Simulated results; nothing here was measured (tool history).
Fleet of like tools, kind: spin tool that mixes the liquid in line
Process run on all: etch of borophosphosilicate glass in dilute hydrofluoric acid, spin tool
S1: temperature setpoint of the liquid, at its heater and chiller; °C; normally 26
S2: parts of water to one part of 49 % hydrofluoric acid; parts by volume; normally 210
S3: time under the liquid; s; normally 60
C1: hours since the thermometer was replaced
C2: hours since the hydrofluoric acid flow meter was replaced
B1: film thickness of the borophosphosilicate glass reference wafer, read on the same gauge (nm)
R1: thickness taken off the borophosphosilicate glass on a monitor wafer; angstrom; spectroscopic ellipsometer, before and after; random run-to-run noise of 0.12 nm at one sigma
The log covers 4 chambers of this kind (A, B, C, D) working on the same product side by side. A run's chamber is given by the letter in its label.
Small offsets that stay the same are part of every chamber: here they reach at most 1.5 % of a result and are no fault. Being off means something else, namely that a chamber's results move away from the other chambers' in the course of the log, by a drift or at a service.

| run | hour | S1 | S2 | S3 | C1 | C2 | B1 | R1 |
|---|---|---|---|---|---|---|---|---|
| 1C | 3.7 | 26 | 210 | 60 | 875.5 | 988.5 | 39.98 | 122.18 |
| 2B | 7.9 | 26 | 210 | 60 | 10.6 | 222 | 40.005 | 120.68 |
| 3D | 10.3 | 26 | 210 | 60 | 103.6 | 1760.9 | 40.002 | 121.03 |
| 4A | 13.9 | 26 | 210 | 60 | 163.4 | 998.2 | 40.016 | 123.89 |
| 5D | 17.4 | 21.5 | 210 | 90 | 110.7 | 1768 | 39.978 | 150 |
| 6A | 19.9 | 21.5 | 210 | 90 | 169.4 | 1004.2 | 40.024 | 152.29 |
| 7B | 23.3 | 21.5 | 210 | 90 | 26 | 237.4 | 39.987 | 151.19 |
| 8C | 25.5 | 21.5 | 210 | 90 | 897.3 | 1010.3 | 39.999 | 155.05 |
| 9B | 28.5 | 26 | 210 | 60 | 31.2 | 242.6 | 39.977 | 121.95 |
|  | 29.5 | chamber C: thermometer replaced |
| 10D | 31.4 | 26 | 210 | 60 | 124.7 | 1782 | 40.02 | 122.31 |
| 11C | 35.3 | 26 | 210 | 60 | 5.9 | 1020.1 | 40.015 | 125.3 |
| 12A | 37.7 | 26 | 210 | 60 | 187.2 | 1022 | 39.99 | 121.16 |
| 13C | 40.3 | 26 | 210 | 60 | 10.9 | 1025.1 | 40.002 | 126.66 |
| 14D | 42.4 | 26 | 210 | 60 | 135.7 | 1793 | 40.018 | 121.04 |
| 15A | 45.6 | 26 | 210 | 60 | 195.1 | 1029.9 | 40.001 | 121.41 |
| 16B | 48 | 26 | 210 | 60 | 50.7 | 262.1 | 39.981 | 122.02 |
| 17D | 52.6 | 26 | 210 | 60 | 145.9 | 1803.2 | 40.022 | 120.66 |
| 18B | 54.7 | 26 | 210 | 60 | 57.4 | 268.8 | 40.011 | 121.37 |
| 19A | 58 | 26 | 210 | 60 | 207.5 | 1042.3 | 40.015 | 120.83 |
| 20C | 61.2 | 26 | 210 | 60 | 31.8 | 1046 | 39.968 | 128.53 |
| 21A | 65.3 | 26 | 210 | 60 | 214.8 | 1049.6 | 40.006 | 123.15 |
| 22B | 67.9 | 30 | 210 | 60 | 70.6 | 282 | 39.995 | 138.2 |
| 23D | 70.3 | 30 | 210 | 60 | 163.6 | 1820.9 | 39.98 | 138.13 |
| 24C | 74 | 30 | 210 | 60 | 44.6 | 1058.8 | 40.008 | 153.2 |
| 25A | 76.3 | 30 | 210 | 60 | 225.8 | 1060.6 | 39.996 | 141.08 |
| 26D | 80.2 | 26 | 210 | 60 | 173.5 | 1830.8 | 40.016 | 118.93 |
| 27B | 83 | 26 | 210 | 60 | 85.7 | 297.1 | 39.994 | 118.71 |
| 28C | 85.3 | 30 | 110 | 60 | 55.9 | 1070.1 | 40.02 | 326.66 |
| 29B | 87.9 | 30 | 110 | 60 | 90.6 | 302 | 39.991 | 298.35 |
| 30D | 90.9 | 30 | 110 | 60 | 184.2 | 1841.5 | 39.975 | 299.75 |
| 31C | 93.6 | 30 | 110 | 60 | 64.2 | 1078.4 | 40.016 | 325.65 |
| 32A | 97.2 | 29 | 110 | 60 | 246.7 | 1081.5 | 40.033 | 295.4 |
| 33C | 99.6 | 29 | 110 | 60 | 70.2 | 1084.4 | 39.985 | 323.05 |
| 34D | 102.9 | 29 | 110 | 60 | 196.2 | 1853.5 | 40 | 292.78 |
| 35A | 105.5 | 29 | 110 | 60 | 255 | 1089.8 | 40.001 | 290.72 |

Is one chamber off against the others, does the gauge drift, or is nothing wrong? If a chamber is off, say which, and what the likeliest cause is.

One chamber, C, drifts off from the rest bit by bit.
Most likely cause: hydrofluoric acid flow above the setpoint (%) = 11.6.

Here are 4 candidates for chamber C's next run, each the usual settings with a change, their results left as question marks. Which one brings its results back in line with what the others give on the usual settings?
In line means no further than this from the other chambers' mean on the usual settings: R1 4.1 angstrom
| 36C-1 | 108.9 | 26 | 220 | 60 |  |  |  | ? |
| 36C-2 | 108.9 | 29.5 | 210 | 60 |  |  |  | ? |
| 36C-3 | 108.9 | 26 | 235 | 60 |  |  |  | ? |
| 36C-4 | 108.9 | 26 | 200 | 60 |  |  |  | ? |

The mean the other chambers reach with the usual settings: R1 121 angstrom
| run | R1 |
|---|---|
| 36C-1 | 129.04 |
| 36C-2 | 154.48 |
| 36C-3 | 119.13 |
| 36C-4 | 144.63 |
Change 36C-3 lands the chamber within the allowed miss of the other chambers.
